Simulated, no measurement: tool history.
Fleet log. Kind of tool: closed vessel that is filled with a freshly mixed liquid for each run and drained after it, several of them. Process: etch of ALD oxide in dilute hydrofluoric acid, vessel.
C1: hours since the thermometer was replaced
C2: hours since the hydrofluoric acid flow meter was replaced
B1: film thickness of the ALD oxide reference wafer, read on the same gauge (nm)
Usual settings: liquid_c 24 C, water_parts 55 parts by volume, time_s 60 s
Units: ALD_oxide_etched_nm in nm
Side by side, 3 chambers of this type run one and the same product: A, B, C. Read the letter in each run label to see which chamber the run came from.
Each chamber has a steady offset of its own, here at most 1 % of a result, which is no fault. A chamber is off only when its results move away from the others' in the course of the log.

run 1C day=0.271 | liquid_c=24 water_parts=55 time_s=60 | C1=662.5 C2=1012.2 | B1=120.02 | ALD_oxide_etched_nm=18.882
run 2A day=0.458 | liquid_c=24 water_parts=55 time_s=60 | C1=134 C2=599.3 | B1=120.01 | ALD_oxide_etched_nm=18.848
run 3B day=0.738 | liquid_c=24 water_parts=55 time_s=60 | C1=822.3 C2=1259.2 | B1=120.02 | ALD_oxide_etched_nm=18.664
run 4C day=1.017 | liquid_c=24 water_parts=55 time_s=60 | C1=680.4 C2=1030.1 | B1=120.01 | ALD_oxide_etched_nm=18.762
run 5B day=1.188 | liquid_c=24 water_parts=55 time_s=60 | C1=833.1 C2=1270 | B1=119.98 | ALD_oxide_etched_nm=18.67
run 6A day=1.454 | liquid_c=24 water_parts=55 time_s=60 | C1=157.9 C2=623.2 | B1=120 | ALD_oxide_etched_nm=18.861
run 7B day=1.612 | liquid_c=24 water_parts=55 time_s=60 | C1=843.3 C2=1280.2 | B1=119.98 | ALD_oxide_etched_nm=18.637
run 8A day=1.762 | liquid_c=24 water_parts=55 time_s=60 | C1=165.3 C2=630.6 | B1=119.99 | ALD_oxide_etched_nm=18.816
run 9C day=2.008 | liquid_c=24 water_parts=55 time_s=60 | C1=704.2 C2=1053.9 | B1=119.95 | ALD_oxide_etched_nm=18.806
run 10A day=2.175 | liquid_c=21 water_parts=55 time_s=90 | C1=175.2 C2=640.5 | B1=119.99 | ALD_oxide_etched_nm=25.02
run 11B day=2.425 | liquid_c=21 water_parts=55 time_s=90 | C1=862.8 C2=1299.7 | B1=119.98 | ALD_oxide_etched_nm=24.787
run 12C day=2.712 | liquid_c=21 water_parts=55 time_s=90 | C1=721.1 C2=1070.8 | B1=120.03 | ALD_oxide_etched_nm=24.804
run 13A day=2.975 | liquid_c=24 water_parts=55 time_s=60 | C1=194.4 C2=659.7 | B1=120.01 | ALD_oxide_etched_nm=18.943
run 14C day=3.133 | liquid_c=24 water_parts=55 time_s=60 | C1=731.2 C2=1080.9 | B1=120.04 | ALD_oxide_etched_nm=18.835
run 15B day=3.408 | liquid_c=24 water_parts=55 time_s=60 | C1=886.4 C2=1323.3 | B1=119.97 | ALD_oxide_etched_nm=18.598
run 16B day=3.696 | liquid_c=24 water_parts=55 time_s=60 | C1=893.3 C2=1330.2 | B1=120 | ALD_oxide_etched_nm=18.606
run 17A day=3.925 | liquid_c=22 water_parts=55 time_s=60 | C1=217.2 C2=682.5 | B1=119.99 | ALD_oxide_etched_nm=17.366
run 18C day=4.146 | liquid_c=22 water_parts=55 time_s=60 | C1=755.5 C2=1105.2 | B1=119.97 | ALD_oxide_etched_nm=17.388
run 19C day=4.308 | liquid_c=22 water_parts=55 time_s=60 | C1=759.4 C2=1109.1 | B1=119.99 | ALD_oxide_etched_nm=17.457
run 20B day=4.533 | liquid_c=24 water_parts=65 time_s=50 | C1=913.4 C2=1350.3 | B1=120.01 | ALD_oxide_etched_nm=12.972

Is one chamber off against the others, does the gauge drift, or is nothing wrong? If a chamber is off, say which, and what the likeliest cause is.

All chambers stay in line apart from their small fixed offsets, and the gauge does not drift.
